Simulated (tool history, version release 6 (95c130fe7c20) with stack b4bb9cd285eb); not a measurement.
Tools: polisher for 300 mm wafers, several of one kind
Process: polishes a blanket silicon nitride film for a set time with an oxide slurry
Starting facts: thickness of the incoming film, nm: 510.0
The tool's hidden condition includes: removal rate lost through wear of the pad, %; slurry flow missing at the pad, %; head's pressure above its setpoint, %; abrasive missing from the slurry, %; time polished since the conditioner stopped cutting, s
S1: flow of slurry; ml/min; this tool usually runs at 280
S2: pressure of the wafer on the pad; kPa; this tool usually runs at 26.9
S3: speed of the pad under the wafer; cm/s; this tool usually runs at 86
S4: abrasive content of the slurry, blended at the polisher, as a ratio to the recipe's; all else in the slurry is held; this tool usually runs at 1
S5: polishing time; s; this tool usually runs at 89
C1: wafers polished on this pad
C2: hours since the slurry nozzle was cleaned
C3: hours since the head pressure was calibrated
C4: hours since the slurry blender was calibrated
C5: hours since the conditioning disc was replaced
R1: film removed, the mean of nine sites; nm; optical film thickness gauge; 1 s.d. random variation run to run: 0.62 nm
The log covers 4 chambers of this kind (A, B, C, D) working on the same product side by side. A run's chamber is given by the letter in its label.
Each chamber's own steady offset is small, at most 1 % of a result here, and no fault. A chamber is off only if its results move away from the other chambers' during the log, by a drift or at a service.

-- day=0.117 chamber C: slurry blender recalibrated
run 1C day=0.646 | S1=280 S2=26.9 S3=86 S4=1 S5=89 | C1=717 C2=394.1 C3=623.4 C4=12.8 C5=141 | R1=49.586
run 2B day=1.042 | S1=280 S2=26.9 S3=86 S4=1 S5=89 | C1=1341 C2=218.5 C3=252.9 C4=110.7 C5=162 | R1=50.084
-- day=1.504 chamber D: slurry nozzle cleaned
-- day=1.567 chamber B: worn pad replaced by a new one
run 3A day=1.638 | S1=280 S2=26.9 S3=86 S4=1 S5=89 | C1=1102 C2=123.6 C3=378.6 C4=72.5 C5=112.6 | R1=50.397
-- day=1.796 chamber A: worn pad replaced by a new one
run 4D day=1.954 | S1=280 S2=26.9 S3=86 S4=1 S5=89 | C1=1197 C2=10.9 C3=126.5 C4=184.7 C5=148.2 | R1=50.508
-- day=2.312 chamber C: worn pad replaced by a new one
-- day=2.438 chamber C: head pressure recalibrated
run 5B day=2.558 | S1=280 S2=26.9 S3=86 S4=1 S5=89 | C1=260 C2=254.9 C3=289.3 C4=147.1 C5=198.4 | R1=49.481
-- day=2.833 chamber D: worn pad replaced by a new one
run 6C day=3.229 | S1=280 S2=26.9 S3=86 S4=1 S5=89 | C1=240 C2=456.1 C3=19.1 C4=74.8 C5=203 | R1=49.537
run 7D day=3.854 | S1=280 S2=26.9 S3=86 S4=1 S5=89 | C1=267 C2=56.5 C3=172.1 C4=230.3 C5=193.8 | R1=51.394
run 8A day=4.317 | S1=280 S2=26.9 S3=86 S4=1 S5=89 | C1=660 C2=187.9 C3=442.9 C4=136.8 C5=176.9 | R1=49.145
run 9D day=4.962 | S1=280 S2=26.9 S3=86 S4=1 S5=89 | C1=557 C2=83.1 C3=198.7 C4=256.9 C5=220.4 | R1=50.616
-- day=5.067 chamber A: slurry blender recalibrated
-- day=5.075 chamber D: conditioning disc replaced and pad reconditioned
run 10A day=5.608 | S1=280 S2=26.9 S3=86 S4=1 S5=89 | C1=998 C2=218.9 C3=473.9 C4=13 C5=207.9 | R1=50.674
-- day=6.067 chamber A: worn pad replaced by a new one
run 11B day=6.079 | S1=280 S2=26.9 S3=86 S4=1 S5=89 | C1=1181 C2=339.4 C3=373.8 C4=231.6 C5=282.9 | R1=50.101
-- day=6.133 chamber B: worn pad replaced by a new one
-- day=6.383 chamber C: slurry nozzle cleaned
run 12C day=6.762 | S1=280 S2=31.7 S3=86 S4=1 S5=89 | C1=1165 C2=9.2 C3=103.9 C4=159.6 C5=287.8 | R1=58.265
-- day=6.812 chamber C: worn pad replaced by a new one
run 13C day=7.362 | S1=280 S2=31.7 S3=86 S4=1 S5=89 | C1=144 C2=23.6 C3=118.3 C4=174 C5=302.2 | R1=58.061
-- day=7.425 chamber B: conditioning disc replaced and pad reconditioned
-- day=7.621 chamber A: conditioning disc replaced and pad reconditioned
run 14D day=7.925 | S1=280 S2=31.7 S3=86 S4=1 S5=89 | C1=1333 C2=154.2 C3=269.8 C4=328 C5=68.5 | R1=60.06
run 15B day=8.238 | S1=280 S2=31.7 S3=86 S4=1 S5=89 | C1=551 C2=391.2 C3=425.6 C4=283.4 C5=19.5 | R1=58.374
run 16A day=8.538 | S1=280 S2=26.9 S3=86 S4=1 S5=89 | C1=647 C2=289.2 C3=544.2 C4=83.3 C5=22 | R1=50.564
-- day=8.55 chamber D: worn pad replaced by a new one
run 17B day=8.975 | S1=280 S2=26.9 S3=86 S4=1 S5=89 | C1=744 C2=408.9 C3=443.3 C4=301.1 C5=37.2 | R1=50.55
-- day=9.025 chamber C: slurry blender recalibrated
run 18C day=9.621 | S1=280 S2=26.9 S3=86 S4=1 S5=89 | C1=735 C2=77.8 C3=172.5 C4=14.4 C5=356.4 | R1=49.726
run 19A day=10.029 | S1=280 S2=26.9 S3=86 S4=1 S5=89 | C1=1037 C2=325 C3=580 C4=119.1 C5=57.8 | R1=49.886
-- day=10.283 chamber A: worn pad replaced by a new one
run 20D day=10.329 | S1=280 S2=26.9 S3=86 S4=1 S5=89 | C1=466 C2=211.9 C3=327.5 C4=385.7 C5=126.2 | R1=49.613
-- day=10.488 chamber B: slurry nozzle cleaned
-- day=10.496 chamber C: worn pad replaced by a new one
-- day=10.55 chamber D: head pressure recalibrated
run 21C day=10.692 | S1=280 S2=26.9 S3=86 S4=1 S5=89 | C1=51 C2=103.5 C3=198.2 C4=40.1 C5=382.1 | R1=49.009
-- day=11.192 chamber B: worn pad replaced by a new one
run 22B day=11.329 | S1=280 S2=26.9 S3=86 S4=1 S5=89 | C1=36 C2=20.3 C3=499.8 C4=357.6 C5=93.7 | R1=50.078
run 23D day=11.892 | S1=280 S2=26.9 S3=86 S4=1 S5=89 | C1=875 C2=249.4 C3=32.3 C4=423.2 C5=163.7 | R1=54.466
-- day=12 chamber A: slurry blender recalibrated
run 24A day=12.367 | S1=280 S2=26.9 S3=86 S4=1 S5=89 | C1=545 C2=381.1 C3=636.1 C4=8.9 C5=113.9 | R1=51.058
-- day=12.6 chamber D: slurry nozzle cleaned
run 25B day=13.004 | S1=280 S2=19.3 S3=86 S4=1 S5=89 | C1=474 C2=60.5 C3=540 C4=397.8 C5=133.9 | R1=36.429
-- day=13.15 chamber D: worn pad replaced by a new one
run 26A day=13.646 | S1=280 S2=19.3 S3=86 S4=1 S5=89 | C1=880 C2=411.8 C3=666.8 C4=39.6 C5=144.6 | R1=36.037
-- day=14.121 chamber A: worn pad replaced by a new one
-- day=14.129 chamber D: conditioning disc replaced and pad reconditioned
run 27C day=14.162 | S1=280 S2=19.3 S3=86 S4=1 S5=89 | C1=960 C2=186.8 C3=281.5 C4=123.4 C5=465.4 | R1=35.344
-- day=14.425 chamber C: conditioning disc replaced and pad reconditioned
run 28D day=14.696 | S1=280 S2=19.3 S3=86 S4=1 S5=89 | C1=404 C2=50.4 C3=99.6 C4=490.5 C5=13.6 | R1=40.583
-- day=14.967 chamber D: slurry blender recalibrated
-- day=15.15 chamber C: worn pad replaced by a new one
run 29B day=15.354 | S1=280 S2=26.9 S3=86 S4=1 S5=89 | C1=1090 C2=116.9 C3=596.4 C4=454.2 C5=190.3 | R1=50.26
-- day=15.762 chamber B: worn pad replaced by a new one
run 30D day=15.775 | S1=280 S2=26.9 S3=86 S4=1 S5=89 | C1=687 C2=76.3 C3=125.5 C4=19.4 C5=39.5 | R1=54.903
-- day=15.867 chamber B: slurry blender recalibrated
run 31C day=16.333 | S1=280 S2=26.9 S3=86 S4=1 S5=89 | C1=310 C2=238.9 C3=333.6 C4=175.5 C5=45.8 | R1=49.722
run 32A day=16.746 | S1=280 S2=26.9 S3=86 S4=1 S5=89 | C1=688 C2=486.2 C3=741.2 C4=114 C5=219 | R1=49.357
run 33D day=17.054 | S1=280 S2=26.9 S3=86 S4=1 S5=89 | C1=1022 C2=107 C3=156.2 C4=50.1 C5=70.2 | R1=56.514
run 34C day=17.633 | S1=280 S2=26.9 S3=86 S4=1 S5=89 | C1=650 C2=270.1 C3=364.8 C4=206.7 C5=77 | R1=49.626
-- day=17.758 chamber A: conditioning disc replaced and pad reconditioned
run 35A day=18.008 | S1=280 S2=26.9 S3=86 S4=1 S5=89 | C1=1018 C2=516.5 C3=771.5 C4=144.3 C5=6.1 | R1=50.43
-- day=18.442 chamber D: worn pad replaced by a new one
-- day=18.554 chamber A: worn pad replaced by a new one
run 36B day=18.642 | S1=280 S2=26.9 S3=86 S4=1 S5=89 | C1=754 C2=195.8 C3=675.3 C4=66.7 C5=269.2 | R1=49.788
run 37A day=19.067 | S1=280 S2=33.8 S3=86 S4=1 S5=89 | C1=134 C2=541.9 C3=796.9 C4=169.7 C5=31.5 | R1=62.181
run 38B day=19.438 | S1=280 S2=33.8 S3=86 S4=1 S5=89 | C1=962 C2=214.9 C3=694.4 C4=85.8 C5=288.3 | R1=64.529
run 39D day=19.988 | S1=280 S2=33.8 S3=86 S4=1 S5=89 | C1=405 C2=177.4 C3=226.6 C4=120.5 C5=140.6 | R1=69.997

Does one chamber stand apart from the rest, does the shared gauge drift, or is all well apart from small per-chamber offsets? Give the chamber and the most likely cause, where there is one.

Chamber D has stood off from the others ever since a service on it.
What lies behind it: head's pressure above its setpoint, % = 9.66.

Chamber D could run next with any of the 4 candidate recipes listed below; each alters the usual settings, and their results appear as question marks. Which one brings its results back in line with what the other chambers deliver on the usual settings?
Allowed miss from the other chambers' usual-settings mean, per result, to count as in line: R1 2.1 nm
run 40D-1 day=20.479 | S1=280 S2=26.9 S3=94 S4=1 S5=99 | R1=?
run 40D-2 day=20.479 | S1=280 S2=26.9 S3=74 S4=1 S5=89 | R1=?
run 40D-3 day=20.479 | S1=280 S2=26.9 S3=86 S4=0.7 S5=89 | R1=?
run 40D-4 day=20.479 | S1=280 S2=28.3 S3=88 S4=1 S5=92 | R1=?

The other chambers' mean on the usual settings: R1 50.188 nm
run=40D-1 R1=66.375
run=40D-2 R1=49.159
run=40D-3 R1=46.491
run=40D-4 R1=61.446
40D-2 brings the chamber back in line.
